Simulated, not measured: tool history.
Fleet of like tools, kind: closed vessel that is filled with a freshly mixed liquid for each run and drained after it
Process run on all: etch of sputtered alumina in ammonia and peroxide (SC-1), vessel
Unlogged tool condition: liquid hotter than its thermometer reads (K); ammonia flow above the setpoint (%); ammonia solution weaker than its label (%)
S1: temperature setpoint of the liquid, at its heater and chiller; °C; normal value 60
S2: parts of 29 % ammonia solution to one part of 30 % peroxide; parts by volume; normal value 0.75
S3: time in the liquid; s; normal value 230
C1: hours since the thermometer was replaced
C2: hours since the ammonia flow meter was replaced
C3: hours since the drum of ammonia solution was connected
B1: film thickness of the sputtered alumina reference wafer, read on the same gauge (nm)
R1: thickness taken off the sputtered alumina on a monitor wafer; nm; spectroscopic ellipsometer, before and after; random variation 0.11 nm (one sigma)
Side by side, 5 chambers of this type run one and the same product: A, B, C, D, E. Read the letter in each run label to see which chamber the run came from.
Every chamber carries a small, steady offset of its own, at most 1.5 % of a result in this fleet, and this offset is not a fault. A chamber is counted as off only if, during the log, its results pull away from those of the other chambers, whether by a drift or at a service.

run	day	S1	S2	S3	C1	C2	C3	B1	R1
1D	0.142	60	0.75	230	937.8	492.4	243	139.96	13.064
2C	0.3	60	0.75	230	1734.6	380.9	463.5	139.99	13.014
3B	0.55	60	0.75	230	440.5	1132.9	546.7	139.99	12.863
4A	0.688	60	0.75	230	895.8	755.3	232.4	139.98	12.812
5E	0.975	60	0.75	230	133.5	906	415.2	140.01	13.03
6D	1.238	60	0.75	230	964.1	518.7	269.3	139.96	12.927
7C	1.533	60	0.75	230	1764.2	410.5	493.1	139.96	12.832
8A	1.754	60	0.75	230	921.4	780.9	258	139.99	12.961
9B	2.05	60	0.95	320	476.5	1168.9	582.7	139.96	18.659
10E	2.233	60	0.95	320	163.7	936.2	445.4	139.99	18.158
11A	2.467	60	0.95	320	938.5	798	275.1	140.01	18.6
12D	2.642	60	0.95	320	997.8	552.4	303	139.96	18.365
13C	2.942	60	0.95	320	1798	444.3	526.9	140	18.559
14B	3.175	60	0.75	300	503.5	1195.9	609.7	139.97	16.776
15E	3.429	60	0.75	300	192.4	964.9	474.1	139.98	16.968
# day 3.483: chamber A: ammonia flow meter replaced
16B	3.567	60	0.75	300	512.9	1205.3	619.1	139.98	16.64
17E	3.821	60	0.75	300	201.8	974.3	483.5	139.95	16.706
18A	4.125	60	0.75	300	978.3	15.4	314.9	140.02	17.367
19C	4.254	60	0.55	295	1829.5	475.8	558.4	140	16.288
20D	4.429	60	0.55	295	1040.7	595.3	345.9	139.98	16.204
# day 4.446: chamber E: ammonia flow meter replaced
# day 4.483: chamber C: thermometer replaced
21E	4.733	60	0.55	295	223.7	7	505.4	140.05	15.96
22C	4.988	60	0.55	295	12.2	493.4	576	139.98	16.064
23B	5.171	60	0.55	295	551.4	1243.8	657.6	139.98	16.001
24A	5.325	60	0.75	230	1007.1	44.2	343.7	139.98	13.836
25D	5.612	60	0.75	230	1069.1	623.7	374.3	139.98	13.089
26A	5.829	55.5	0.75	275	1019.2	56.3	355.8	140.02	13.286
27B	6.008	55.5	0.75	275	571.5	1263.9	677.7	140.01	12.502
28E	6.175	55.5	0.75	275	258.3	41.6	540	139.99	12.101
29C	6.479	55.5	0.75	275	48	529.2	611.8	140	12.322
30D	6.654	55.5	0.75	275	1094.1	648.7	399.3	139.96	12.289
31C	6.821	60	0.75	230	56.2	537.4	620	139.98	13.058

One chamber off, gauge drift, or nothing amiss beyond the chambers' own small offsets? If it is a chamber, which one, and what is the likeliest cause?

One chamber, A, drifts off from the rest bit by bit.
Cause: liquid hotter than its thermometer reads (K) = 2.08.

Chamber A could run next with any of the 4 candidate recipes listed below; each alters the usual settings, and their results appear as question marks. Which one brings its results back in line with what the other chambers deliver on the usual settings?
Maximum distance from the other chambers' mean on the usual settings for a result to count as in line: R1 0.4 nm
32A-1	7.042	60	0.75	285					?
32A-2	7.042	56	0.75	230					?
32A-3	7.042	58	0.75	230					?
32A-4	7.042	60	0.75	255					?

Other chambers, usual settings, mean: R1 12.971 nm
run	R1
32A-1	17.751
32A-2	11.662
32A-3	12.938
32A-4	15.883
The answer is 32A-3, which returns the chamber to within the allowed miss of the others.
